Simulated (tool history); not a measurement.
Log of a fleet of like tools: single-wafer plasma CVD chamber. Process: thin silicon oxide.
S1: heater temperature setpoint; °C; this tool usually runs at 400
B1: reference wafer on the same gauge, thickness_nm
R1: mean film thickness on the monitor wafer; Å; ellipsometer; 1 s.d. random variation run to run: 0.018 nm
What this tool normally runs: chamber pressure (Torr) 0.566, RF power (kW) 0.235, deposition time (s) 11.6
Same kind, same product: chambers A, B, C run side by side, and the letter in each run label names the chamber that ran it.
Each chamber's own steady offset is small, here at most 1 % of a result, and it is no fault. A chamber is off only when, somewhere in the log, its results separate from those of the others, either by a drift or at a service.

Run 1B, hour 3: usual settings; B1 13.604. Result: R1 133.97 Å.
Run 2A, hour 9.4: usual settings; B1 13.611. Result: R1 134 Å.
Run 3C, hour 15.4: usual settings; B1 13.611. Result: R1 133.72 Å.
Run 4C, hour 19.3: usual settings; B1 13.611. Result: R1 133.97 Å.
Run 5A, hour 22.4: usual settings; B1 13.608. Result: R1 134.18 Å.
Run 6B, hour 28.5: usual settings; B1 13.612. Result: R1 133.87 Å.
Run 7A, hour 32: usual settings; B1 13.618. Result: R1 134.33 Å.
At hour 34.6: chamber B: thermocouple changed; heater temperature recalibrated.
Run 8B, hour 37.7: usual settings; B1 13.614. Result: R1 133.9 Å.
Run 9C, hour 42.7: usual settings; B1 13.621. Result: R1 133.53 Å.
Run 10A, hour 46.2: usual settings; B1 13.619. Result: R1 134.19 Å.
Run 11B, hour 51.2: usual settings; B1 13.624. Result: R1 134.03 Å.
Run 12C, hour 54.5: usual settings; B1 13.632. Result: R1 133.98 Å.
Run 13A, hour 60.5: usual settings but RF power (kW) 0.255, deposition time (s) 9.7; B1 13.622. Result: R1 116.94 Å.
Run 14B, hour 63.7: usual settings but RF power (kW) 0.255, deposition time (s) 9.7; B1 13.628. Result: R1 116.85 Å.
Run 15C, hour 69.4: usual settings but RF power (kW) 0.255, deposition time (s) 9.7; B1 13.63. Result: R1 116.42 Å.
Run 16C, hour 74: usual settings but RF power (kW) 0.28; B1 13.63. Result: R1 144.51 Å.
Run 17A, hour 78.7: usual settings but RF power (kW) 0.28; B1 13.638. Result: R1 145.13 Å.
Run 18B, hour 82.8: usual settings but RF power (kW) 0.28; B1 13.638. Result: R1 145.29 Å.
Run 19C, hour 86.1: usual settings; B1 13.641. Result: R1 133.7 Å.
Run 20B, hour 91.9: usual settings; B1 13.642. Result: R1 134.43 Å.
Run 21A, hour 97.2: usual settings; B1 13.641. Result: R1 134.86 Å.
Run 22C, hour 100.6: usual settings; B1 13.647. Result: R1 134.11 Å.
Run 23A, hour 103.9: usual settings; B1 13.644. Result: R1 134.55 Å.
Run 24B, hour 107.4: usual settings; B1 13.652. Result: R1 134.53 Å.
Run 25C, hour 113.1: usual settings but S1 388 °C, chamber pressure (Torr) 0.647; B1 13.649. Result: R1 156.18 Å.
Run 26B, hour 119.4: usual settings but S1 388 °C, chamber pressure (Torr) 0.647; B1 13.654. Result: R1 157.47 Å.
Run 27A, hour 122.9: usual settings but S1 388 °C, chamber pressure (Torr) 0.647; B1 13.656. Result: R1 157.09 Å.
Run 28B, hour 129.1: usual settings; B1 13.655. Result: R1 134.63 Å.
Run 29A, hour 133.5: usual settings; B1 13.658. Result: R1 134.84 Å.
Run 30C, hour 136.8: usual settings but chamber pressure (Torr) 0.462; B1 13.66. Result: R1 107.08 Å.
Run 31B, hour 140.4: usual settings but chamber pressure (Torr) 0.462; B1 13.662. Result: R1 106.62 Å.
Run 32C, hour 145.6: usual settings but chamber pressure (Torr) 0.462; B1 13.672. Result: R1 107.09 Å.
Run 33A, hour 148.7: usual settings; B1 13.67. Result: R1 134.87 Å.
Run 34A, hour 152.4: usual settings; B1 13.667. Result: R1 134.6 Å.
Run 35C, hour 157.9: usual settings; B1 13.676. Result: R1 134.39 Å.

Predict what each chamber gives when all 3 of them run the settings below next.
Run 36A, hour 162.6: usual settings but S1 408 °C. Result: R1 ?.
Run 36B, hour 162.6: usual settings but S1 408 °C. Result: R1 ?.
Run 36C, hour 162.6: usual settings but S1 408 °C. Result: R1 ?.

run      R1
36A  134.33
36B  133.83
36C  133.39
